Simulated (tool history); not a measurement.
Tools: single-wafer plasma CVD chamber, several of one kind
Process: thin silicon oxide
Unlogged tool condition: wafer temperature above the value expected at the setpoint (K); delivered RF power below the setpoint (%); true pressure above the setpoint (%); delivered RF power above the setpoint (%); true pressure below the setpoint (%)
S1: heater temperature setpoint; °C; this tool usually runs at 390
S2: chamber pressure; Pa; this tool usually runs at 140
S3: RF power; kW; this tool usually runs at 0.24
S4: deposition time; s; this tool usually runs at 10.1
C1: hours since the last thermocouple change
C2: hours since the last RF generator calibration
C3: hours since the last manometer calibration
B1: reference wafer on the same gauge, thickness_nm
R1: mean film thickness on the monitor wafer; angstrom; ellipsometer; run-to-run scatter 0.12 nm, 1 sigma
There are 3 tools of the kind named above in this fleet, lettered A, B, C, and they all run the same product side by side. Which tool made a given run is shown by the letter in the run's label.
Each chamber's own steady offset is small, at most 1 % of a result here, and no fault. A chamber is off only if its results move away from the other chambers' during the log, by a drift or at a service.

run	day	S1	S2	S3	S4	C1	C2	C3	B1	R1
1C	0.088	390	140	0.24	10.1	69.6	1151.1	303.2	23.005	211.48
2B	0.25	390	140	0.24	10.1	113.7	1309.5	1386	22.989	212.95
3A	0.379	390	140	0.24	10.1	1625.4	1132.8	2140.5	23.002	211.72
4C	0.517	390	140	0.24	10.1	79.9	1161.4	313.5	23	209.54
5B	0.654	390	140	0.24	10.1	123.4	1319.2	1395.7	23.001	211.26
6A	0.8	390	140	0.24	10.1	1635.5	1142.9	2150.6	23.016	209.33
7A	0.908	390	140	0.24	10.1	1638.1	1145.5	2153.2	22.967	208.08
8B	1.004	390	140	0.26	8.3	131.8	1327.6	1404.1	22.985	179.25
9C	1.171	390	140	0.26	8.3	95.6	1177.1	329.2	22.976	179.35
10B	1.312	390	140	0.26	8.3	139.2	1335	1411.5	22.983	177.97
11A	1.392	390	140	0.24	10.1	1649.7	1157.1	2164.8	22.975	210.04
12C	1.492	390	140	0.24	10.1	103.3	1184.8	336.9	22.968	209.73
13B	1.65	390	140	0.24	10.1	147.3	1343.1	1419.6	23.005	211.81
14A	1.775	390	140	0.24	10.1	1658.9	1166.3	2174	23.003	211.39
# day 1.821: chamber B: capacitance manometer re-zeroed and calibrated
15C	1.9	390	140	0.24	10.1	113.1	1194.6	346.7	23.001	209.87
16C	2.067	390	140	0.24	10.1	117.1	1198.6	350.7	23.008	209.61
17A	2.171	383	140	0.24	10.1	1668.4	1175.8	2183.5	22.979	211.46
18B	2.329	383	140	0.24	10.1	163.6	1359.4	12.3	23.01	201.92
19C	2.488	383	140	0.24	10.1	127.2	1208.7	360.8	22.999	211.89
20B	2.596	390	140	0.24	10.1	170	1365.8	18.7	23.002	200.24
21A	2.721	390	140	0.24	10.1	1681.6	1189	2196.7	22.967	212.22
22A	2.875	390	140	0.24	10.1	1685.3	1192.7	2200.4	22.999	211.02
23C	2.971	390	140	0.24	10.1	138.8	1220.3	372.4	23.007	211.39
24B	3.062	390	140	0.24	10.1	181.2	1377	29.9	23.009	201.72
25A	3.208	390	107	0.24	9.3	1693.3	1200.7	2208.4	23.021	155.66
26C	3.317	390	107	0.24	9.3	147.1	1228.6	380.7	23.008	154.05
27B	3.454	390	107	0.24	9.3	190.6	1386.4	39.3	23.005	144.79
28C	3.629	375	140	0.265	10.1	154.6	1236.1	388.2	22.981	221.33
29B	3.738	375	140	0.265	10.1	197.4	1393.2	46.1	23.001	214.84
30A	3.821	375	140	0.265	10.1	1708	1215.4	2223.1	22.972	222.1
31A	3.938	390	140	0.24	10.1	1710.8	1218.2	2225.9	22.988	211.89
32C	4.021	390	140	0.28	10.1	164	1245.5	397.6	22.979	224.86
33B	4.146	390	140	0.28	10.1	207.2	1403	55.9	23.02	218.13
34A	4.312	390	140	0.28	10.1	1719.8	1227.2	2234.9	23.016	224.09
35B	4.417	390	140	0.24	10.1	213.7	1409.5	62.4	22.995	199.74
36C	4.554	390	140	0.24	10.1	176.8	1258.3	410.4	23.027	209.53
37C	4.675	390	140	0.24	10.1	179.7	1261.2	413.3	23.024	208.7
38B	4.846	390	140	0.24	10.1	224	1419.8	72.7	22.998	202.76

Predict what each chamber gives when all 3 of them run the settings below next.
39A	4.975	390	156	0.24	10.1					?
39B	4.975	390	156	0.24	10.1					?
39C	4.975	390	156	0.24	10.1					?

run	R1
39A	227.67
39B	217.65
39C	227.14

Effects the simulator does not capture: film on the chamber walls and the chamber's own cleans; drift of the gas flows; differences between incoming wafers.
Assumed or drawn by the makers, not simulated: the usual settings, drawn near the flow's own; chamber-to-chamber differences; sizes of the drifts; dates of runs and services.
